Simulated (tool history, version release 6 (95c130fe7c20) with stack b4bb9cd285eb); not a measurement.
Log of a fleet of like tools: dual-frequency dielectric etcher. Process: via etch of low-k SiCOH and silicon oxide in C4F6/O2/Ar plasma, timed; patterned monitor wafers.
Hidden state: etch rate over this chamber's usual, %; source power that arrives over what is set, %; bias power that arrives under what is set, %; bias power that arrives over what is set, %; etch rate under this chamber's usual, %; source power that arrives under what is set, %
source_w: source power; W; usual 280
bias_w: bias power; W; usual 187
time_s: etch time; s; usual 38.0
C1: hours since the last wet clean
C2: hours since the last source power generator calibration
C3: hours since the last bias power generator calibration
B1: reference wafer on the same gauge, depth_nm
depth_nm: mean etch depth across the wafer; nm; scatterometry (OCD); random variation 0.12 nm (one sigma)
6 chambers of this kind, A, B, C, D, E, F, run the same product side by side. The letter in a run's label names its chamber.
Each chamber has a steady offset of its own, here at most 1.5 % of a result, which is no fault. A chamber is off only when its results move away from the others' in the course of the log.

run 1A hour=8.3 | source_w=280 bias_w=187 time_s=38.0 | C1=323.9 C2=1616.0 C3=150.1 | B1=65.600 | depth_nm=79.260
run 2D hour=17.1 | source_w=280 bias_w=187 time_s=38.0 | C1=221.2 C2=1069.9 C3=243.9 | B1=65.607 | depth_nm=79.456
run 3B hour=28.4 | source_w=280 bias_w=187 time_s=38.0 | C1=429.7 C2=538.7 C3=3551.5 | B1=65.620 | depth_nm=79.241
run 4C hour=37.7 | source_w=280 bias_w=187 time_s=38.0 | C1=329.4 C2=75.0 C3=3906.2 | B1=65.618 | depth_nm=78.742
run 5F hour=44.0 | source_w=280 bias_w=187 time_s=38.0 | C1=143.6 C2=601.2 C3=354.7 | B1=65.633 | depth_nm=80.198
run 6E hour=54.8 | source_w=280 bias_w=187 time_s=38.0 | C1=349.5 C2=2766.0 C3=1552.5 | B1=65.672 | depth_nm=79.202
run 7F hour=64.4 | source_w=280 bias_w=187 time_s=38.0 | C1=164.0 C2=621.6 C3=375.1 | B1=65.675 | depth_nm=80.163
run 8D hour=74.1 | source_w=280 bias_w=187 time_s=38.0 | C1=278.2 C2=1126.9 C3=300.9 | B1=65.677 | depth_nm=79.272
run 9B hour=82.3 | source_w=280 bias_w=187 time_s=38.0 | C1=483.6 C2=592.6 C3=3605.4 | B1=65.690 | depth_nm=79.134
run 10A hour=87.4 | source_w=280 bias_w=187 time_s=38.0 | C1=403.0 C2=1695.1 C3=229.2 | B1=65.687 | depth_nm=79.374
run 11E hour=96.0 | source_w=280 bias_w=187 time_s=38.0 | C1=390.7 C2=2807.2 C3=1593.7 | B1=65.712 | depth_nm=79.220
run 12C hour=103.7 | source_w=280 bias_w=187 time_s=38.0 | C1=395.4 C2=141.0 C3=3972.2 | B1=65.697 | depth_nm=78.589
-- hour=112.9 chamber A: wet clean of the chamber
run 13F hour=114.4 | source_w=280 bias_w=187 time_s=38.0 | C1=214.0 C2=671.6 C3=425.1 | B1=65.715 | depth_nm=80.340
run 14C hour=123.0 | source_w=280 bias_w=187 time_s=38.0 | C1=414.7 C2=160.3 C3=3991.5 | B1=65.724 | depth_nm=78.759
run 15E hour=134.8 | source_w=280 bias_w=187 time_s=29.5 | C1=429.5 C2=2846.0 C3=1632.5 | B1=65.743 | depth_nm=61.411
run 16D hour=143.8 | source_w=280 bias_w=187 time_s=29.5 | C1=347.9 C2=1196.6 C3=370.6 | B1=65.761 | depth_nm=61.658
run 17A hour=154.3 | source_w=280 bias_w=187 time_s=29.5 | C1=41.4 C2=1762.0 C3=296.1 | B1=65.740 | depth_nm=61.688
run 18B hour=161.1 | source_w=280 bias_w=187 time_s=29.5 | C1=562.4 C2=671.4 C3=3684.2 | B1=65.804 | depth_nm=61.665
run 19F hour=169.8 | source_w=280 bias_w=187 time_s=29.5 | C1=269.4 C2=727.0 C3=480.5 | B1=65.769 | depth_nm=62.534
run 20A hour=177.8 | source_w=280 bias_w=187 time_s=29.5 | C1=64.9 C2=1785.5 C3=319.6 | B1=65.790 | depth_nm=61.917
run 21E hour=189.0 | source_w=280 bias_w=187 time_s=38.0 | C1=483.7 C2=2900.2 C3=1686.7 | B1=65.826 | depth_nm=79.341
-- hour=193.1 chamber B: wet clean of the chamber
run 22C hour=197.5 | source_w=280 bias_w=187 time_s=38.0 | C1=489.2 C2=234.8 C3=4066.0 | B1=65.847 | depth_nm=78.977
run 23D hour=206.4 | source_w=280 bias_w=187 time_s=38.0 | C1=410.5 C2=1259.2 C3=433.2 | B1=65.841 | depth_nm=79.539
run 24B hour=212.8 | source_w=280 bias_w=187 time_s=38.0 | C1=19.7 C2=723.1 C3=3735.9 | B1=65.822 | depth_nm=79.538
run 25A hour=219.6 | source_w=280 bias_w=187 time_s=38.0 | C1=106.7 C2=1827.3 C3=361.4 | B1=65.854 | depth_nm=79.542
run 26E hour=225.6 | source_w=280 bias_w=187 time_s=38.0 | C1=520.3 C2=2936.8 C3=1723.3 | B1=65.849 | depth_nm=79.407
run 27F hour=235.5 | source_w=280 bias_w=187 time_s=38.0 | C1=335.1 C2=792.7 C3=546.2 | B1=65.883 | depth_nm=80.643
-- hour=241.6 chamber C: wet clean of the chamber
run 28D hour=245.9 | source_w=280 bias_w=187 time_s=38.0 | C1=450.0 C2=1298.7 C3=472.7 | B1=65.863 | depth_nm=79.536
-- hour=247.0 chamber C: bias power generator calibrated
run 29C hour=252.7 | source_w=280 bias_w=187 time_s=38.0 | C1=11.1 C2=290.0 C3=5.7 | B1=65.889 | depth_nm=78.924
run 30B hour=259.9 | source_w=280 bias_w=187 time_s=38.0 | C1=66.8 C2=770.2 C3=3783.0 | B1=65.878 | depth_nm=79.670
run 31E hour=269.7 | source_w=250 bias_w=187 time_s=48.0 | C1=564.4 C2=2980.9 C3=1767.4 | B1=65.904 | depth_nm=96.269
run 32C hour=279.8 | source_w=250 bias_w=187 time_s=48.0 | C1=38.2 C2=317.1 C3=32.8 | B1=65.882 | depth_nm=95.557
run 33D hour=289.0 | source_w=250 bias_w=187 time_s=48.0 | C1=493.1 C2=1341.8 C3=515.8 | B1=65.936 | depth_nm=96.206
run 34A hour=298.1 | source_w=250 bias_w=187 time_s=48.0 | C1=185.2 C2=1905.8 C3=439.9 | B1=65.912 | depth_nm=96.251
run 35B hour=303.8 | source_w=250 bias_w=187 time_s=48.0 | C1=110.7 C2=814.1 C3=3826.9 | B1=65.933 | depth_nm=96.299
run 36F hour=314.0 | source_w=250 bias_w=187 time_s=48.0 | C1=413.6 C2=871.2 C3=624.7 | B1=65.940 | depth_nm=97.572
run 37E hour=323.1 | source_w=280 bias_w=187 time_s=38.0 | C1=617.8 C2=3034.3 C3=1820.8 | B1=65.977 | depth_nm=79.562
run 38D hour=328.4 | source_w=280 bias_w=187 time_s=38.0 | C1=532.5 C2=1381.2 C3=555.2 | B1=65.968 | depth_nm=79.586
run 39B hour=334.0 | source_w=280 bias_w=187 time_s=38.0 | C1=140.9 C2=844.3 C3=3857.1 | B1=65.947 | depth_nm=79.579
run 40F hour=343.2 | source_w=280 bias_w=187 time_s=38.0 | C1=442.8 C2=900.4 C3=653.9 | B1=65.998 | depth_nm=80.748
run 41A hour=350.6 | source_w=280 bias_w=187 time_s=38.0 | C1=237.7 C2=1958.3 C3=492.4 | B1=65.965 | depth_nm=79.786
run 42C hour=360.3 | source_w=280 bias_w=187 time_s=38.0 | C1=118.7 C2=397.6 C3=113.3 | B1=65.990 | depth_nm=79.167
run 43A hour=371.1 | source_w=280 bias_w=187 time_s=38.0 | C1=258.2 C2=1978.8 C3=512.9 | B1=65.984 | depth_nm=79.622

Next, every chamber runs the same settings. What will each give?
run 44A hour=379.6 | source_w=280 bias_w=149 time_s=38.0 | depth_nm=?
run 44B hour=379.6 | source_w=280 bias_w=149 time_s=38.0 | depth_nm=?
run 44C hour=379.6 | source_w=280 bias_w=149 time_s=38.0 | depth_nm=?
run 44D hour=379.6 | source_w=280 bias_w=149 time_s=38.0 | depth_nm=?
run 44E hour=379.6 | source_w=280 bias_w=149 time_s=38.0 | depth_nm=?
run 44F hour=379.6 | source_w=280 bias_w=149 time_s=38.0 | depth_nm=?

run=44A depth_nm=74.202
run=44B depth_nm=74.143
run=44C depth_nm=73.578
run=44D depth_nm=74.253
run=44E depth_nm=74.157
run=44F depth_nm=74.819
